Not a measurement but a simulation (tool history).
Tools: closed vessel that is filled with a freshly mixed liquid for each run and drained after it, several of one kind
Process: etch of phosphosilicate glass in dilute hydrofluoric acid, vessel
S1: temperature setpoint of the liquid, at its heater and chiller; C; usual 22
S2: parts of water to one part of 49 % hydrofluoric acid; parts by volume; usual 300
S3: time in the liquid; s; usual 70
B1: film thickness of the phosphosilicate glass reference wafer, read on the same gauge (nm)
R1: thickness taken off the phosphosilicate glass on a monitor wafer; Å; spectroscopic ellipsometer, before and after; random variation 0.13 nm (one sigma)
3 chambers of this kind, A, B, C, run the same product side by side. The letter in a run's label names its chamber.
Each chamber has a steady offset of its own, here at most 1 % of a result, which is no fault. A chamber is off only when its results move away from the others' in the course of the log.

| run | hour | S1 | S2 | S3 | B1 | R1 |
|---|---|---|---|---|---|---|
| 1A | 8.7 | 22 | 300 | 70 | 39.998 | 173.520 |
| 2C | 21.1 | 22 | 300 | 70 | 40.007 | 170.950 |
| 3B | 33.5 | 22 | 300 | 70 | 39.973 | 173.300 |
| 4B | 42.5 | 22 | 300 | 70 | 40.042 | 171.830 |
| 5A | 53.5 | 22 | 300 | 70 | 39.935 | 173.160 |
| 6C | 65.0 | 22 | 300 | 70 | 39.975 | 172.010 |
|  | 65.7 | chamber B: hydrofluoric acid flow meter replaced |
| 7A | 77.0 | 22 | 300 | 70 | 40.014 | 171.450 |
| 8C | 86.5 | 22 | 370 | 70 | 39.976 | 130.240 |
| 9B | 99.7 | 22 | 370 | 70 | 40.028 | 130.660 |
| 10A | 109.1 | 22 | 370 | 70 | 40.013 | 131.400 |
| 11B | 121.2 | 22 | 300 | 70 | 39.972 | 173.380 |
| 12C | 130.7 | 22 | 300 | 70 | 39.996 | 177.450 |
| 13B | 143.2 | 22 | 300 | 70 | 39.996 | 171.900 |
| 14A | 152.7 | 22 | 300 | 50 | 39.968 | 122.550 |
| 15C | 159.4 | 22 | 300 | 50 | 39.998 | 126.580 |
| 16C | 166.0 | 22 | 300 | 50 | 39.989 | 126.360 |
| 17A | 178.8 | 22 | 435 | 100 | 39.976 | 148.570 |
| 18B | 189.4 | 22 | 435 | 100 | 40.005 | 152.290 |
| 19A | 195.8 | 22 | 435 | 100 | 40.024 | 150.690 |
| 20B | 201.7 | 22 | 175 | 40 | 40.027 | 191.370 |
| 21C | 213.1 | 22 | 175 | 40 | 40.018 | 199.720 |
| 22C | 226.4 | 22 | 175 | 40 | 40.003 | 202.790 |
| 23B | 236.0 | 22 | 300 | 35 | 39.981 | 86.457 |
| 24A | 248.6 | 22 | 300 | 35 | 40.026 | 86.424 |
| 25C | 258.9 | 22 | 300 | 35 | 39.996 | 92.578 |
| 26B | 267.5 | 24 | 300 | 70 | 39.979 | 186.260 |
| 27A | 276.2 | 24 | 300 | 70 | 40.018 | 184.390 |
| 28B | 285.0 | 24 | 300 | 70 | 39.995 | 184.470 |
| 29C | 296.2 | 22 | 300 | 70 | 39.973 | 187.440 |
| 30A | 309.5 | 22 | 300 | 70 | 40.003 | 170.780 |
| 31A | 318.5 | 22 | 205 | 90 | 40.004 | 357.160 |

Is one chamber off against the others, does the gauge drift, or is nothing wrong? If a chamber is off, say which, and what the likeliest cause is.

Chamber C drifts away from the others.
Cause: hydrofluoric acid flow above the setpoint (%) = 8.79.
The log may not tell that from: liquid hotter than its thermometer reads (K).

Here are 4 candidates for chamber C's next run, each the usual settings with a change, their results left as question marks. Which one brings its results back in line with what the others give on the usual settings?
In line means no further than this from the other chambers' mean on the usual settings: R1 4.500 Å
| 32C-1 | 328.1 | 24.5 | 300 | 70 |  | ? |
| 32C-2 | 328.1 | 22.0 | 290 | 70 |  | ? |
| 32C-3 | 328.1 | 22.0 | 325 | 70 |  | ? |
| 32C-4 | 328.1 | 22.0 | 310 | 70 |  | ? |

The other chambers' mean on the usual settings: R1 172.910 Å
| run | R1 |
|---|---|
| 32C-1 | 209.510 |
| 32C-2 | 199.950 |
| 32C-3 | 172.700 |
| 32C-4 | 183.580 |
32C-3 brings the chamber back in line.
